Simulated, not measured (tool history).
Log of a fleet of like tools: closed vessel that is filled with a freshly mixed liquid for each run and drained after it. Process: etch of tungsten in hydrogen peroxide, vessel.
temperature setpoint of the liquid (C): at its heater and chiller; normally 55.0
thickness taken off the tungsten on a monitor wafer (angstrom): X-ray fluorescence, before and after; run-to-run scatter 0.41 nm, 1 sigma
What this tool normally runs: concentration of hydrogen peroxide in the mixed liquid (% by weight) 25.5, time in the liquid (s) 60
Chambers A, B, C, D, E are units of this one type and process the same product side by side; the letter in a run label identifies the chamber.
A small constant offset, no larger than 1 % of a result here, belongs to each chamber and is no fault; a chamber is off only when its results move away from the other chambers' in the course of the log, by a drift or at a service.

run	day	temperature setpoint of the liquid (C)	concentration of hydrogen peroxide in the mixed liquid (% by weight)	time in the liquid (s)	read-back film thickness of the tungsten reference wafer, read on the same gauge (nm)	thickness taken off the tungsten on a monitor wafer (angstrom)
# day 0.300: chamber B: peroxide flow meter replaced
1C	0.300	55.0	25.5	60	129.99	1079.00
# day 0.446: chamber A: peroxide flow meter replaced
2D	0.812	55.0	25.5	60	129.95	1085.80
3B	1.104	55.0	25.5	60	129.99	1084.40
4E	1.475	55.0	25.5	60	129.99	1075.50
5A	1.967	55.0	25.5	60	129.97	1089.30
6B	2.354	55.0	25.5	60	129.98	1085.90
7C	2.633	55.0	25.5	60	129.98	1077.30
# day 2.717: chamber A: thermometer replaced
8E	3.133	55.0	25.5	60	130.03	1068.40
9A	3.688	55.0	25.5	60	130.02	1083.30
10D	4.004	55.0	25.5	60	130.03	1087.00
11C	4.296	55.0	25.5	60	130.02	1077.30
12B	4.633	55.0	25.5	60	130.00	1084.60
13D	4.954	55.0	25.5	60	130.00	1075.60
# day 5.200: chamber B: new drum of peroxide connected
14E	5.288	55.0	25.5	60	130.00	1068.20
15A	5.571	55.0	25.5	60	129.97	1085.70
16A	6.112	55.0	25.5	60	130.01	1078.20
17E	6.571	55.0	25.5	60	129.98	1073.10
18C	6.892	55.0	25.5	60	129.95	1081.60
19D	7.138	55.0	25.5	60	129.97	1079.10
20B	7.383	55.0	25.5	60	130.01	1083.20
21D	7.696	55.0	25.5	60	130.00	1088.80
22E	8.221	55.0	25.5	60	130.02	1081.20
23B	8.579	55.0	25.5	60	130.03	1081.80
24C	9.083	55.0	25.5	60	130.00	1089.00
25A	9.429	55.0	25.5	60	129.99	1085.30
26A	9.775	51.5	25.5	80	129.96	1171.40
27C	10.146	51.5	25.5	80	130.05	1186.30
28B	10.604	51.5	25.5	80	130.01	1168.40
29E	11.121	51.5	25.5	80	129.99	1157.80
30D	11.488	51.5	25.5	80	129.94	1177.70
31E	11.754	55.0	25.5	60	130.02	1065.20
32D	12.262	55.0	18.5	60	130.01	920.53
33A	12.575	55.0	18.5	60	129.98	925.72
34C	12.875	55.0	18.5	60	129.99	938.94
35B	13.383	55.0	18.5	60	130.02	924.95
36A	13.688	55.0	18.5	60	129.98	927.03

Decide between three cases: one chamber stands off from its peers, the gauge reading all wafers drifts, or nothing is wrong past each chamber's small offset. Where a chamber is off, say which and what most likely put it there.

One chamber, C, drifts off from the rest bit by bit.
Most likely cause: peroxide flow above the setpoint (%) = 5.23.
Not necessarily distinguishable in this log from: liquid hotter than its thermometer reads (K).

Chamber C could run next with any of the 4 candidate recipes listed below; each alters the usual settings, and their results appear as question marks. Which one brings its results back in line with what the other chambers deliver on the usual settings?
In line means no further than this from the other chambers' mean on the usual settings: thickness taken off the tungsten on a monitor wafer (angstrom) 14.00
37C-1	14.096	55.0	23.5	60		?
37C-2	14.096	55.0	28.0	60		?
37C-3	14.096	55.0	26.5	60		?
37C-4	14.096	55.0	24.5	60		?

The mean the other chambers reach with the usual settings: thickness taken off the tungsten on a monitor wafer (angstrom) 1082.00
run	thickness taken off the tungsten on a monitor wafer (angstrom)
37C-1	1064.50
37C-2	1161.10
37C-3	1129.80
37C-4	1086.70
With 37C-4, the chamber falls back in line with the rest.

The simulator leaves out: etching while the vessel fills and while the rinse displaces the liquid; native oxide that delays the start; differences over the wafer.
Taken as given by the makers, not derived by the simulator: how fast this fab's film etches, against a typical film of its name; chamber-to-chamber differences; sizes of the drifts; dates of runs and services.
